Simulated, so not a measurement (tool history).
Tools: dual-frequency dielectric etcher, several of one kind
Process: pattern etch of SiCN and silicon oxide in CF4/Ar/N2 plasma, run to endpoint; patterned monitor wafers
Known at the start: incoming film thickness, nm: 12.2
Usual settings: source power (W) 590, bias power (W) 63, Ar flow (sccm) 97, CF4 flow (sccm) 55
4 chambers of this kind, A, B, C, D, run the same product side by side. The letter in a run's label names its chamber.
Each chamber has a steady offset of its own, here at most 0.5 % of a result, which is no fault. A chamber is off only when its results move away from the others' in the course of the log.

run    day  source power (W)  bias power (W)  Ar flow (sccm)  CF4 flow (sccm)  hours since the last wet clean  hours since the last source power generator calibration  hours since the last bias power generator calibration  hours since the last Ar flow controller change  hours since the last CF4 flow controller change  endpoint time (s)
 1D  0.179               590              63              97               55                            96.6                                                   1305.9                                                   22.3                                          1720.4                                           2206.5             12.081
 2A  0.296               590              63              97               55                           400.5                                                    643.2                                                 3783.5                                          4847.9                                            919.3             12.118
 3C  0.433               590              63              97               55                           164.4                                                   1570.2                                                 3921.2                                           764.6                                           4169.3             12.087
 4B  0.638               590              63              97               55                           557.4                                                    554.6                                                 3039.3                                           817.0                                           2342.1             12.064
 5D  0.800               640              63             111               55                           111.5                                                   1320.8                                                   37.2                                          1735.3                                           2221.4             11.628
 6A  0.900               640              63             111               55                           415.0                                                    657.7                                                 3798.0                                          4862.4                                            933.8             11.656
 7B  0.996               640              63             111               55                           566.0                                                    563.2                                                 3047.9                                           825.6                                           2350.7             11.446
 8C  1.100               640              63             111               55                           180.4                                                   1586.2                                                 3937.2                                           780.6                                           4185.3             11.538
 9D  1.221               590              63              97               55                           121.6                                                   1330.9                                                   47.3                                          1745.4                                           2231.5             12.173
10A  1.358               590              63              97               55                           426.0                                                    668.7                                                 3809.0                                          4873.4                                            944.8             12.116
     1.525  -- chamber C: bias power generator calibrated
11C  1.550               590              49              97               60                           191.2                                                   1597.0                                                    0.7                                           791.4                                           4196.1             12.890
12B  1.712               590              49              97               60                           583.2                                                    580.4                                                 3065.1                                           842.8                                           2367.9             12.844
13C  1.867               590              49              97               60                           198.8                                                   1604.6                                                    8.3                                           799.0                                           4203.7             12.884
     1.988  -- chamber A: wet clean of the chamber
14B  2.033               590              49              97               60                           590.9                                                    588.1                                                 3072.8                                           850.5                                           2375.6             12.888
     2.092  -- chamber B: wet clean of the chamber
15D  2.212               590              63              97               55                           145.4                                                   1354.7                                                   71.1                                          1769.2                                           2255.3             12.203
16A  2.350               590              63              97               55                             8.8                                                    692.5                                                 3832.8                                          4897.2                                            968.6             12.214
17D  2.475               640              63              97               55                           151.7                                                   1361.0                                                   77.4                                          1775.5                                           2261.6             11.240
18A  2.642               640              63              97               55                            15.8                                                    699.5                                                 3839.8                                          4904.2                                            975.6             11.335
19C  2.850               640              63              97               55                           222.4                                                   1628.2                                                   31.9                                           822.6                                           4227.3             11.427
20B  3.025               640              63              97               55                            22.5                                                    611.9                                                 3096.6                                           874.3                                           2399.4             11.285
21D  3.133               590              63              97               55                           167.5                                                   1376.8                                                   93.2                                          1791.3                                           2277.4             12.057
     3.221  -- chamber A: Ar flow controller replaced
22C  3.325               590              63              97               55                           233.8                                                   1639.6                                                   43.3                                           834.0                                           4238.7             12.118
23A  3.467               590              63             111               55                            35.6                                                    719.3                                                 3859.6                                             6.0                                            995.4             12.433
24B  3.567               590              63             111               55                            35.5                                                    624.9                                                 3109.6                                           887.3                                           2412.4             12.379
25A  3.792               590              63             111               55                            43.4                                                    727.1                                                 3867.4                                            13.8                                           1003.2             12.487
26C  3.954               590              63             111               55                           248.9                                                   1654.7                                                   58.4                                           849.1                                           4253.8             12.426
27B  4.171               590              63              97               55                            50.0                                                    639.4                                                 3124.1                                           901.8                                           2426.9             12.073
28D  4.375               590              63              97               55                           197.3                                                   1406.6                                                  123.0                                          1821.1                                           2307.2             11.831
29C  4.500               590              63              97               55                           262.0                                                   1667.8                                                   71.5                                           862.2                                           4266.9             12.139
30D  4.617               590              63              97               55                           203.1                                                   1412.4                                                  128.8                                          1826.9                                           2313.0             11.923
31B  4.804               590              63              97               55                            65.2                                                    654.6                                                 3139.3                                           917.0                                           2442.1             12.066
32A  5.017               590              63              97               55                            72.8                                                    756.5                                                 3896.8                                            43.2                                           1032.6             12.220
33D  5.196               590              63              97               55                           217.0                                                   1426.3                                                  142.7                                          1840.8                                           2326.9             11.745
34B  5.408               590              63              97               55                            79.7                                                    669.1                                                 3153.8                                           931.5                                           2456.6             12.065
35A  5.521               590              63              97               55                            84.9                                                    768.6                                                 3908.9                                            55.3                                           1044.7             12.173
36C  5.638               590              54              97               55                           289.3                                                   1695.1                                                   98.8                                           889.5                                           4294.2             12.709
37A  5.779               590              54              97               55                            91.1                                                    774.8                                                 3915.1                                            61.5                                           1050.9             12.844
38D  5.933               590              54              97               55                           234.7                                                   1444.0                                                  160.4                                          1858.5                                           2344.6             12.304
39B  6.054               590              54              97               55                            95.2                                                    684.6                                                 3169.3                                           947.0                                           2472.1             12.658

What goes on in this fleet: one chamber off, a drifting gauge, or nothing beyond the chambers' own small offsets? Name the chamber and the cause, if any.

Chamber D drifts away from the others.
Cause: etch rate over this chamber's usual, % = 4.48.
The log may not tell that from: source power that arrives over what is set, %.

Here are 4 candidates for chamber D's next run, each the usual settings with a change, their results left as question marks. Which one brings its results back in line with what the others give on the usual settings?
In line means no further than this from the other chambers' mean on the usual settings: endpoint time (s) 0.180
40D-1  6.217               590              61              99               55                                                                                                                                                                                                                                                                   ?
40D-2  6.217               620              63              97               55                                                                                                                                                                                                                                                                   ?
40D-3  6.217               590              63             121               55                                                                                                                                                                                                                                                                   ?
40D-4  6.217               600              63              97               55                                                                                                                                                                                                                                                                   ?

The other chambers' mean on the usual settings: endpoint time (s) 12.119
  run  endpoint time (s)
40D-1             11.756
40D-2             11.094
40D-3             12.039
40D-4             11.419
40D-3 brings the chamber back in line.
